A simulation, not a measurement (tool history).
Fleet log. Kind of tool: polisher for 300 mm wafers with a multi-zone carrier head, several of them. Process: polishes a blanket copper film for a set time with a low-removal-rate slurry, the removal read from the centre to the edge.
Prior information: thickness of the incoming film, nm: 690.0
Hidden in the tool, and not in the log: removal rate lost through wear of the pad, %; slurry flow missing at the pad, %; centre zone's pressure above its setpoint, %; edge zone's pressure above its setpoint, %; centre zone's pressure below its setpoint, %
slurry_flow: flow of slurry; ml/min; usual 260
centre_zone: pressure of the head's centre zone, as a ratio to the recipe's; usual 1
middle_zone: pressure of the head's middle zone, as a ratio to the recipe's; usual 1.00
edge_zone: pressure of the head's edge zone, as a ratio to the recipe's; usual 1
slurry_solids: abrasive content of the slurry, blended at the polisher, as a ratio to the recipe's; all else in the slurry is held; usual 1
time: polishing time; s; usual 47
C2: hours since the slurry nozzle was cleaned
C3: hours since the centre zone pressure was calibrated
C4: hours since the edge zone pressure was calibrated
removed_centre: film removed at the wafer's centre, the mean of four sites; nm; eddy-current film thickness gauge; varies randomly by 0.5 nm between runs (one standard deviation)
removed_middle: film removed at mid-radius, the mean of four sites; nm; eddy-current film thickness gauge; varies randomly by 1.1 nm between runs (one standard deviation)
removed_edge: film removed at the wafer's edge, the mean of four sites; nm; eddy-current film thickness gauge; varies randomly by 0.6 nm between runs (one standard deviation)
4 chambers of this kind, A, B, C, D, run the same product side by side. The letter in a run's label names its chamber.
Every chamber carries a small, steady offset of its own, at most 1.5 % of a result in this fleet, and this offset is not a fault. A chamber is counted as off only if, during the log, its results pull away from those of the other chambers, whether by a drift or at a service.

{"run": "1D", "day": 0.233, "slurry_flow": 260, "centre_zone": 1, "middle_zone": 1.0, "edge_zone": 1, "slurry_solids": 1, "time": 47, "wafers polished on this pad": 346, "C2": 178.7, "C3": 173.9, "C4": 455.7, "removed_centre": 78.59, "removed_middle": 79.547, "removed_edge": 78.217}
{"run": "2A", "day": 0.55, "slurry_flow": 260, "centre_zone": 1, "middle_zone": 1.0, "edge_zone": 1, "slurry_solids": 1, "time": 47, "wafers polished on this pad": 640, "C2": 57.9, "C3": 368.2, "C4": 107.9, "removed_centre": 77.877, "removed_middle": 78.061, "removed_edge": 78.422}
{"run": "3B", "day": 0.788, "slurry_flow": 260, "centre_zone": 1, "middle_zone": 1.0, "edge_zone": 1, "slurry_solids": 1, "time": 47, "wafers polished on this pad": 631, "C2": 235.8, "C3": 282.4, "C4": 626.1, "removed_centre": 78.099, "removed_middle": 77.855, "removed_edge": 78.679}
{"day": 1.079, "done": "chamber C: worn pad replaced by a new one"}
{"run": "4C", "day": 1.121, "slurry_flow": 260, "centre_zone": 1, "middle_zone": 1.0, "edge_zone": 1, "slurry_solids": 1, "time": 47, "wafers polished on this pad": 13, "C2": 68.0, "C3": 315.8, "C4": 99.1, "removed_centre": 79.782, "removed_middle": 80.036, "removed_edge": 78.064}
{"day": 1.421, "done": "chamber B: worn pad replaced by a new one"}
{"run": "5B", "day": 1.462, "slurry_flow": 260, "centre_zone": 1, "middle_zone": 1.0, "edge_zone": 1, "slurry_solids": 1, "time": 47, "wafers polished on this pad": 14, "C2": 252.0, "C3": 298.6, "C4": 642.3, "removed_centre": 77.997, "removed_middle": 78.639, "removed_edge": 78.144}
{"run": "6D", "day": 1.896, "slurry_flow": 260, "centre_zone": 1, "middle_zone": 1.05, "edge_zone": 1, "slurry_solids": 1, "time": 47, "wafers polished on this pad": 877, "C2": 218.6, "C3": 213.8, "C4": 495.6, "removed_centre": 78.859, "removed_middle": 84.008, "removed_edge": 78.36}
{"run": "7A", "day": 2.092, "slurry_flow": 260, "centre_zone": 1, "middle_zone": 1.05, "edge_zone": 1, "slurry_solids": 1, "time": 47, "wafers polished on this pad": 1132, "C2": 94.9, "C3": 405.2, "C4": 144.9, "removed_centre": 78.363, "removed_middle": 82.123, "removed_edge": 78.434}
{"day": 2.246, "done": "chamber C: centre zone pressure recalibrated"}
{"run": "8C", "day": 2.292, "slurry_flow": 260, "centre_zone": 1, "middle_zone": 1.05, "edge_zone": 1, "slurry_solids": 1, "time": 47, "wafers polished on this pad": 387, "C2": 96.1, "C3": 1.2, "C4": 127.2, "removed_centre": 79.803, "removed_middle": 81.376, "removed_edge": 77.871}
{"day": 2.354, "done": "chamber D: worn pad replaced by a new one"}
{"run": "9B", "day": 2.492, "slurry_flow": 260, "centre_zone": 1, "middle_zone": 1.05, "edge_zone": 1, "slurry_solids": 1, "time": 47, "wafers polished on this pad": 342, "C2": 276.7, "C3": 323.3, "C4": 667.0, "removed_centre": 77.952, "removed_middle": 83.059, "removed_edge": 78.912}
{"run": "10C", "day": 2.75, "slurry_flow": 260, "centre_zone": 1, "middle_zone": 1.0, "edge_zone": 1, "slurry_solids": 1, "time": 47, "wafers polished on this pad": 533, "C2": 107.1, "C3": 12.2, "C4": 138.2, "removed_centre": 79.375, "removed_middle": 78.475, "removed_edge": 77.503}
{"run": "11D", "day": 3.112, "slurry_flow": 260, "centre_zone": 1, "middle_zone": 1.0, "edge_zone": 1, "slurry_solids": 1, "time": 47, "wafers polished on this pad": 243, "C2": 247.8, "C3": 243.0, "C4": 524.8, "removed_centre": 78.305, "removed_middle": 79.614, "removed_edge": 78.091}
{"day": 3.238, "done": "chamber C: worn pad replaced by a new one"}
{"run": "12A", "day": 3.312, "slurry_flow": 260, "centre_zone": 1, "middle_zone": 1.0, "edge_zone": 1, "slurry_solids": 1, "time": 47, "wafers polished on this pad": 1522, "C2": 124.2, "C3": 434.5, "C4": 174.2, "removed_centre": 77.656, "removed_middle": 77.751, "removed_edge": 79.125}
{"run": "13B", "day": 3.625, "slurry_flow": 260, "centre_zone": 1, "middle_zone": 1.0, "edge_zone": 1, "slurry_solids": 1, "time": 47, "wafers polished on this pad": 704, "C2": 303.9, "C3": 350.5, "C4": 694.2, "removed_centre": 78.293, "removed_middle": 79.727, "removed_edge": 78.976}
{"run": "14D", "day": 3.879, "slurry_flow": 260, "centre_zone": 1, "middle_zone": 1.0, "edge_zone": 1, "slurry_solids": 1, "time": 47, "wafers polished on this pad": 488, "C2": 266.2, "C3": 261.4, "C4": 543.2, "removed_centre": 79.24, "removed_middle": 77.572, "removed_edge": 78.587}
{"day": 3.925, "done": "chamber B: worn pad replaced by a new one"}
{"run": "15A", "day": 4.208, "slurry_flow": 260, "centre_zone": 1, "middle_zone": 1.0, "edge_zone": 1, "slurry_solids": 1, "time": 47, "wafers polished on this pad": 1808, "C2": 145.7, "C3": 456.0, "C4": 195.7, "removed_centre": 77.858, "removed_middle": 77.022, "removed_edge": 77.111}
{"run": "16C", "day": 4.4, "slurry_flow": 260, "centre_zone": 1, "middle_zone": 1.0, "edge_zone": 1, "slurry_solids": 1, "time": 47, "wafers polished on this pad": 372, "C2": 146.7, "C3": 51.8, "C4": 177.8, "removed_centre": 79.3, "removed_middle": 81.547, "removed_edge": 77.608}
{"run": "17D", "day": 4.704, "slurry_flow": 260, "centre_zone": 1, "middle_zone": 1.08, "edge_zone": 1, "slurry_solids": 1, "time": 38, "wafers polished on this pad": 751, "C2": 286.0, "C3": 281.2, "C4": 563.0, "removed_centre": 63.484, "removed_middle": 67.996, "removed_edge": 63.198}
{"run": "18C", "day": 4.954, "slurry_flow": 260, "centre_zone": 1, "middle_zone": 1.08, "edge_zone": 1, "slurry_solids": 1, "time": 38, "wafers polished on this pad": 549, "C2": 160.0, "C3": 65.1, "C4": 191.1, "removed_centre": 63.868, "removed_middle": 68.006, "removed_edge": 61.736}
{"day": 5.079, "done": "chamber D: worn pad replaced by a new one"}
{"run": "19B", "day": 5.171, "slurry_flow": 260, "centre_zone": 1, "middle_zone": 1.08, "edge_zone": 1, "slurry_solids": 1, "time": 38, "wafers polished on this pad": 398, "C2": 341.0, "C3": 387.6, "C4": 731.3, "removed_centre": 63.377, "removed_middle": 68.061, "removed_edge": 63.689}
{"run": "20A", "day": 5.396, "slurry_flow": 260, "centre_zone": 1, "middle_zone": 1.08, "edge_zone": 1, "slurry_solids": 1, "time": 38, "wafers polished on this pad": 2188, "C2": 174.2, "C3": 484.5, "C4": 224.2, "removed_centre": 61.794, "removed_middle": 65.341, "removed_edge": 62.244}
{"day": 5.658, "done": "chamber C: worn pad replaced by a new one"}
{"run": "21D", "day": 5.7, "slurry_flow": 260, "centre_zone": 1, "middle_zone": 1.0, "edge_zone": 1, "slurry_solids": 1, "time": 47, "wafers polished on this pad": 199, "C2": 309.9, "C3": 305.1, "C4": 586.9, "removed_centre": 78.686, "removed_middle": 79.038, "removed_edge": 79.055}
{"run": "22A", "day": 6.062, "slurry_flow": 260, "centre_zone": 1, "middle_zone": 1.0, "edge_zone": 1, "slurry_solids": 1, "time": 47, "wafers polished on this pad": 2401, "C2": 190.2, "C3": 500.5, "C4": 240.2, "removed_centre": 75.404, "removed_middle": 78.181, "removed_edge": 76.5}
{"run": "23B", "day": 6.458, "slurry_flow": 260, "centre_zone": 1, "middle_zone": 1.0, "edge_zone": 1, "slurry_solids": 1, "time": 47, "wafers polished on this pad": 809, "C2": 371.9, "C3": 418.5, "C4": 762.2, "removed_centre": 78.284, "removed_middle": 77.626, "removed_edge": 77.938}
{"run": "24C", "day": 6.85, "slurry_flow": 260, "centre_zone": 1, "middle_zone": 1.06, "edge_zone": 1, "slurry_solids": 1, "time": 60, "wafers polished on this pad": 381, "C2": 205.5, "C3": 110.6, "C4": 236.6, "removed_centre": 99.547, "removed_middle": 107.68, "removed_edge": 100.31}
{"run": "25C", "day": 7.204, "slurry_flow": 260, "centre_zone": 1, "middle_zone": 1.06, "edge_zone": 1, "slurry_solids": 1, "time": 60, "wafers polished on this pad": 494, "C2": 214.0, "C3": 119.1, "C4": 245.1, "removed_centre": 100.93, "removed_middle": 105.65, "removed_edge": 98.308}
{"run": "26A", "day": 7.546, "slurry_flow": 260, "centre_zone": 1, "middle_zone": 1.06, "edge_zone": 1, "slurry_solids": 1, "time": 60, "wafers polished on this pad": 2874, "C2": 225.8, "C3": 536.1, "C4": 275.8, "removed_centre": 95.037, "removed_middle": 99.916, "removed_edge": 95.85}

Next, every chamber runs the same settings. What will each give?
{"run": "27A", "day": 7.867, "slurry_flow": 260, "centre_zone": 1, "middle_zone": 1.0, "edge_zone": 1, "slurry_solids": 1, "time": 47, "removed_centre": "?", "removed_middle": "?", "removed_edge": "?"}
{"run": "27B", "day": 7.867, "slurry_flow": 260, "centre_zone": 1, "middle_zone": 1.0, "edge_zone": 1, "slurry_solids": 1, "time": 47, "removed_centre": "?", "removed_middle": "?", "removed_edge": "?"}
{"run": "27C", "day": 7.867, "slurry_flow": 260, "centre_zone": 1, "middle_zone": 1.0, "edge_zone": 1, "slurry_solids": 1, "time": 47, "removed_centre": "?", "removed_middle": "?", "removed_edge": "?"}
{"run": "27D", "day": 7.867, "slurry_flow": 260, "centre_zone": 1, "middle_zone": 1.0, "edge_zone": 1, "slurry_solids": 1, "time": 47, "removed_centre": "?", "removed_middle": "?", "removed_edge": "?"}

run=27A removed_centre=73.853 removed_middle=73.826 removed_edge=74.524
run=27B removed_centre=78.162 removed_middle=79.233 removed_edge=77.424
run=27C removed_centre=78.970 removed_middle=77.413 removed_edge=76.509
run=27D removed_centre=78.968 removed_middle=80.521 removed_edge=78.839
